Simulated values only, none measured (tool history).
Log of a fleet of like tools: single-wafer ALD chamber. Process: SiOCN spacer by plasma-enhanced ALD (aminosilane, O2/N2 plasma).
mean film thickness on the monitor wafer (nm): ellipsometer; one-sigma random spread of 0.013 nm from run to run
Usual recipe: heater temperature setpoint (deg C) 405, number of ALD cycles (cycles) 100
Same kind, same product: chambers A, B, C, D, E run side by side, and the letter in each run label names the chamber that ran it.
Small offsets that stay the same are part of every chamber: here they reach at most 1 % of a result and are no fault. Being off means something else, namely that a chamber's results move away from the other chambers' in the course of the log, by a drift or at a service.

run,day,heater temperature setpoint (deg C),number of ALD cycles (cycles),hours since the last thermocouple change,"read-back reference wafer on the same gauge, thickness_nm",mean film thickness on the monitor wafer (nm)
1D,0.183,405,100,1400.3,5.4106,5.9237
2A,0.379,405,100,173.7,5.4095,5.9197
3B,0.542,405,100,863.3,5.4104,5.9402
4E,0.646,405,100,1150.6,5.413,5.936
5C,0.779,405,100,36.8,5.4113,5.9783
6D,0.867,405,100,1416.7,5.4123,5.9162
7C,0.967,405,100,41.3,5.4078,5.9941
8B,1.133,413,88,877.5,5.4122,5.1042
9E,1.321,413,88,1166.8,5.4094,5.0823
10A,1.408,413,88,198.4,5.4122,5.0796
11E,1.525,413,88,1171.7,5.4112,5.0851
12C,1.725,413,88,59.5,5.4098,5.1204
13B,1.85,405,100,894.7,5.4112,5.934
14A,1.95,405,100,211.4,5.4132,5.9215
15D,2.083,405,100,1445.9,5.4068,5.9094
16A,2.238,405,100,218.3,5.4106,5.9355
17B,2.338,405,100,906.4,5.4111,5.9634
18E,2.508,405,100,1195.3,5.4122,5.948
19C,2.688,405,100,82.6,5.4098,5.9887
20D,2.867,405,100,1464.7,5.4112,5.9388
21C,2.996,405,100,90,5.4113,5.9712
22E,3.167,405,100,1211.1,5.4089,5.9088
23A,3.358,405,100,245.2,5.4102,5.926
24D,3.529,405,100,1480.6,5.4085,5.899
25B,3.688,405,100,938.8,5.4081,5.9612
26A,3.783,405,100,255.4,5.4126,5.9108
27C,3.95,405,100,112.9,5.4089,5.9697
28E,4.112,405,100,1233.8,5.411,5.9245
29B,4.217,405,100,951.5,5.4082,5.956
30D,4.417,405,100,1501.9,5.4089,5.8987
31E,4.55,405,100,1244.3,5.41,5.9298
32B,4.742,405,100,964.1,5.4093,5.9437
33A,4.896,405,100,282.1,5.4096,5.9294
34C,5.029,405,100,138.8,5.4089,5.9917
35D,5.188,418,85,1520.4,5.407,4.8166
36C,5.354,418,85,146.6,5.4089,4.8994
37A,5.55,418,85,297.8,5.4086,4.8318
38D,5.704,418,85,1532.8,5.4084,4.8312
39B,5.808,418,85,989.7,5.4091,4.8622
40E,5.912,405,100,1277,5.4075,5.9261

Does one chamber stand apart from the rest, does the shared gauge drift, or is all well apart from small per-chamber offsets? Give the chamber and the most likely cause, where there is one.

No chamber stands off beyond its own small offset, and the gauge holds steady.
